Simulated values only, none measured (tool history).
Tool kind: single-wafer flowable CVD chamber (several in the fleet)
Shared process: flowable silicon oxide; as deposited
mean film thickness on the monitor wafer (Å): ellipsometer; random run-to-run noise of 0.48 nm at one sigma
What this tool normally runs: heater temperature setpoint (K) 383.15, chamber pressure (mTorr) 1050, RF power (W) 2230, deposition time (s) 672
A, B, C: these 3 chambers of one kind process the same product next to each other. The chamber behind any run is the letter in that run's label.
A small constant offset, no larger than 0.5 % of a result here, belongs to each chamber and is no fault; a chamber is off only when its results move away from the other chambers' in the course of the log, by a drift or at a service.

run,hour,heater temperature setpoint (K),chamber pressure (mTorr),RF power (W),deposition time (s),hours since the last thermocouple change,hours since the last RF generator calibration,hours since the last manometer calibration,"read-back reference wafer on the same gauge, thickness_nm",mean film thickness on the monitor wafer (Å)
1C,6.8,383.15,1050,2230,672,817.3,931.1,1402.6,435.85,4181.5
2A,14.5,383.15,1050,2230,672,236.8,337.2,401.9,435.99,4174.6
3B,20.6,383.15,1050,2230,672,1808.8,1188.1,22.6,435.74,4196.6
4A,33.9,383.15,1050,2230,672,256.2,356.6,421.3,435.9,4177.7
5C,42.2,383.15,1050,2230,672,852.7,966.5,1438,435.65,4183.4
6B,53.3,383.15,1050,2230,672,1841.5,1220.8,55.3,435.51,4197.9
7B,63.6,383.15,1050,1885,566,1851.8,1231.1,65.6,435.32,3429.2
8C,69.8,383.15,1050,1885,566,880.3,994.1,1465.6,435.46,3405.4
9A,83.1,383.15,1050,1885,566,305.4,405.8,470.5,435.49,3400.7
10A,88.9,383.15,1050,2230,672,311.2,411.6,476.3,435.42,4168.7
11C,99.8,383.15,1050,2230,569,910.3,1024.1,1495.6,435.29,3546.1
12B,112.7,383.15,1050,2230,569,1900.9,1280.2,114.7,435.19,3549.2
13A,123.7,383.15,1050,2230,569,346,446.4,511.1,435,3519.4
14C,132.1,383.15,1050,2230,672,942.6,1056.4,1527.9,435.18,4178.9
# hour 137.2: chamber B: RF generator calibrated
15B,143.3,383.15,1050,2230,672,1931.5,6.1,145.3,434.97,4190.7
16A,149.8,383.15,1050,2230,672,372.1,472.5,537.2,434.86,4162.8
17B,156.8,383.15,1050,2230,672,1945,19.6,158.8,434.77,4183.6
18C,168.9,383.15,1050,2230,672,979.4,1093.2,1564.7,434.74,4177.3
19B,181.2,383.15,1050,2230,672,1969.4,44,183.2,434.4,4185.1
20C,190.3,383.15,1050,2230,672,1000.8,1114.6,1586.1,434.52,4171
21A,198.6,373.15,1050,2230,672,420.9,521.3,586,434.34,5837.6
22B,207.8,373.15,1050,2230,672,1996,70.6,209.8,434.37,5844.3
23A,215.6,373.15,1050,2230,672,437.9,538.3,603,434.27,5833.1
24C,222.5,383.15,1050,1860,628,1033,1146.8,1618.3,434.34,3755.9
25B,231.3,383.15,1050,1860,628,2019.5,94.1,233.3,434.32,3767.2
26C,237.2,383.15,1050,1860,628,1047.7,1161.5,1633,434.22,3752.7
27A,246.1,383.15,1050,2230,672,468.4,568.8,633.5,434.13,4169.5
28B,253.5,375.15,1050,2230,672,2041.7,116.3,255.5,434.21,5453.7
29C,261.6,375.15,1050,2230,672,1072.1,1185.9,1657.4,433.97,5460.7

Is one chamber out of step, is the gauge drifting, or do the chambers differ by no more than their own small offsets? For an off chamber, give its letter and the likeliest cause.

The gauge drifts, so all chambers seem to drift together. No chamber is off.
Most likely cause: gauge reads low (%) = 0.479.
